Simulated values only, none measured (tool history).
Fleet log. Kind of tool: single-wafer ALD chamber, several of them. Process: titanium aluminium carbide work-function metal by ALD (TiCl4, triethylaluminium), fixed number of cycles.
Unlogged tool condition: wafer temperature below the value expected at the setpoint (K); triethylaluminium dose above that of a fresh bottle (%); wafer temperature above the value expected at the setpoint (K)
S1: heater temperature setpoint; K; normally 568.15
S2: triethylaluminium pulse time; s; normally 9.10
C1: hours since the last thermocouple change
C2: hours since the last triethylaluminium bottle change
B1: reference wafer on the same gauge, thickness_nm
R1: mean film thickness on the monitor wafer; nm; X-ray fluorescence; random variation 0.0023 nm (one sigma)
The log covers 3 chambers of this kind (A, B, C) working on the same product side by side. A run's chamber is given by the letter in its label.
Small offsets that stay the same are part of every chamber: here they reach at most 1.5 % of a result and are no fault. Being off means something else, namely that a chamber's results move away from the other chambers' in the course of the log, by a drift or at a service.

{"run": "1A", "hour": 8.2, "S1": 568.15, "S2": 9.1, "C1": 1062.9, "C2": 646.0, "B1": 1.8396, "R1": 1.92}
{"run": "2B", "hour": 13.6, "S1": 568.15, "S2": 9.1, "C1": 427.5, "C2": 147.1, "B1": 1.8396, "R1": 1.9397}
{"run": "3C", "hour": 21.6, "S1": 568.15, "S2": 9.1, "C1": 2138.6, "C2": 1732.4, "B1": 1.8385, "R1": 1.9598}
{"run": "4A", "hour": 26.7, "S1": 568.15, "S2": 9.1, "C1": 1081.4, "C2": 664.5, "B1": 1.8395, "R1": 1.9243}
{"run": "5C", "hour": 30.8, "S1": 568.15, "S2": 9.1, "C1": 2147.8, "C2": 1741.6, "B1": 1.8387, "R1": 1.9594}
{"run": "6B", "hour": 39.5, "S1": 568.15, "S2": 9.1, "C1": 453.4, "C2": 173.0, "B1": 1.8381, "R1": 1.9365}
{"run": "7A", "hour": 43.8, "S1": 568.15, "S2": 9.1, "C1": 1098.5, "C2": 681.6, "B1": 1.8387, "R1": 1.9184}
{"run": "8B", "hour": 50.3, "S1": 568.15, "S2": 9.1, "C1": 464.2, "C2": 183.8, "B1": 1.8383, "R1": 1.9389}
{"hour": 53.8, "done": "chamber C: triethylaluminium bottle replaced"}
{"run": "9C", "hour": 58.3, "S1": 564.15, "S2": 10.62, "C1": 2175.3, "C2": 4.6, "B1": 1.8376, "R1": 1.9629}
{"run": "10C", "hour": 66.0, "S1": 564.15, "S2": 10.62, "C1": 2183.0, "C2": 12.3, "B1": 1.838, "R1": 1.9571}
{"run": "11B", "hour": 72.9, "S1": 564.15, "S2": 10.62, "C1": 486.8, "C2": 206.4, "B1": 1.8376, "R1": 1.9358}
{"run": "12A", "hour": 78.6, "S1": 582.15, "S2": 11.46, "C1": 1133.3, "C2": 716.4, "B1": 1.8373, "R1": 2.0939}
{"run": "13C", "hour": 85.6, "S1": 582.15, "S2": 11.46, "C1": 2202.6, "C2": 31.9, "B1": 1.8378, "R1": 2.1313}
{"run": "14A", "hour": 89.9, "S1": 582.15, "S2": 11.46, "C1": 1144.6, "C2": 727.7, "B1": 1.8365, "R1": 2.0884}
{"hour": 91.3, "done": "chamber C: thermocouple changed; heater temperature recalibrated"}
{"run": "15B", "hour": 97.8, "S1": 568.15, "S2": 9.1, "C1": 511.7, "C2": 231.3, "B1": 1.8364, "R1": 1.9364}
{"run": "16B", "hour": 104.3, "S1": 568.15, "S2": 9.1, "C1": 518.2, "C2": 237.8, "B1": 1.8362, "R1": 1.936}
{"run": "17A", "hour": 110.5, "S1": 568.15, "S2": 9.1, "C1": 1165.2, "C2": 748.3, "B1": 1.8361, "R1": 1.9185}
{"run": "18C", "hour": 118.9, "S1": 568.15, "S2": 9.1, "C1": 27.7, "C2": 65.2, "B1": 1.8357, "R1": 1.9534}
{"run": "19B", "hour": 127.4, "S1": 560.15, "S2": 10.91, "C1": 541.3, "C2": 260.9, "B1": 1.8356, "R1": 1.9029}
{"run": "20A", "hour": 134.2, "S1": 560.15, "S2": 10.91, "C1": 1188.9, "C2": 772.0, "B1": 1.8355, "R1": 1.8868}
{"run": "21C", "hour": 140.9, "S1": 560.15, "S2": 10.91, "C1": 49.7, "C2": 87.2, "B1": 1.835, "R1": 1.9235}
{"run": "22A", "hour": 148.1, "S1": 553.15, "S2": 7.72, "C1": 1202.8, "C2": 785.9, "B1": 1.8346, "R1": 1.7356}
{"run": "23C", "hour": 155.0, "S1": 553.15, "S2": 7.72, "C1": 63.8, "C2": 101.3, "B1": 1.8345, "R1": 1.768}
{"run": "24B", "hour": 159.8, "S1": 553.15, "S2": 7.72, "C1": 573.7, "C2": 293.3, "B1": 1.8343, "R1": 1.7512}
{"run": "25C", "hour": 164.7, "S1": 568.15, "S2": 9.1, "C1": 73.5, "C2": 111.0, "B1": 1.8341, "R1": 1.9528}
{"hour": 167.6, "done": "chamber A: triethylaluminium bottle replaced"}
{"run": "26B", "hour": 169.5, "S1": 568.15, "S2": 9.1, "C1": 583.4, "C2": 303.0, "B1": 1.8346, "R1": 1.9287}
{"run": "27A", "hour": 176.6, "S1": 568.15, "S2": 9.1, "C1": 1231.3, "C2": 9.0, "B1": 1.8341, "R1": 1.9143}
{"run": "28B", "hour": 182.6, "S1": 568.15, "S2": 9.1, "C1": 596.5, "C2": 316.1, "B1": 1.833, "R1": 1.931}
{"run": "29A", "hour": 191.2, "S1": 568.15, "S2": 9.1, "C1": 1245.9, "C2": 23.6, "B1": 1.8334, "R1": 1.9147}
{"run": "30C", "hour": 197.2, "S1": 568.15, "S2": 9.1, "C1": 106.0, "C2": 143.5, "B1": 1.8328, "R1": 1.9485}
{"run": "31C", "hour": 202.9, "S1": 568.15, "S2": 9.1, "C1": 111.7, "C2": 149.2, "B1": 1.8325, "R1": 1.951}
{"run": "32B", "hour": 208.3, "S1": 568.15, "S2": 9.1, "C1": 622.2, "C2": 341.8, "B1": 1.832, "R1": 1.9309}
{"run": "33A", "hour": 213.3, "S1": 568.15, "S2": 9.1, "C1": 1268.0, "C2": 45.7, "B1": 1.8322, "R1": 1.9138}
{"run": "34A", "hour": 219.1, "S1": 568.15, "S2": 9.1, "C1": 1273.8, "C2": 51.5, "B1": 1.8319, "R1": 1.9102}
{"run": "35B", "hour": 226.1, "S1": 568.15, "S2": 9.1, "C1": 640.0, "C2": 359.6, "B1": 1.8315, "R1": 1.9321}
{"run": "36C", "hour": 232.1, "S1": 580.15, "S2": 7.18, "C1": 140.9, "C2": 178.4, "B1": 1.8318, "R1": 1.9639}
{"run": "37A", "hour": 239.0, "S1": 580.15, "S2": 7.18, "C1": 1293.7, "C2": 71.4, "B1": 1.8318, "R1": 1.9275}
{"run": "38C", "hour": 244.7, "S1": 580.15, "S2": 7.18, "C1": 153.5, "C2": 191.0, "B1": 1.8318, "R1": 1.9602}
{"run": "39B", "hour": 248.6, "S1": 580.15, "S2": 11.47, "C1": 662.5, "C2": 382.1, "B1": 1.8314, "R1": 2.0857}

Does one chamber stand apart from the rest, does the shared gauge drift, or is all well apart from small per-chamber offsets? Give the chamber and the most likely cause, where there is one.

None of the chambers is off. What moves is the gauge, dragging all their readings along together.
Likeliest cause: gauge reads low (%) = 0.492.

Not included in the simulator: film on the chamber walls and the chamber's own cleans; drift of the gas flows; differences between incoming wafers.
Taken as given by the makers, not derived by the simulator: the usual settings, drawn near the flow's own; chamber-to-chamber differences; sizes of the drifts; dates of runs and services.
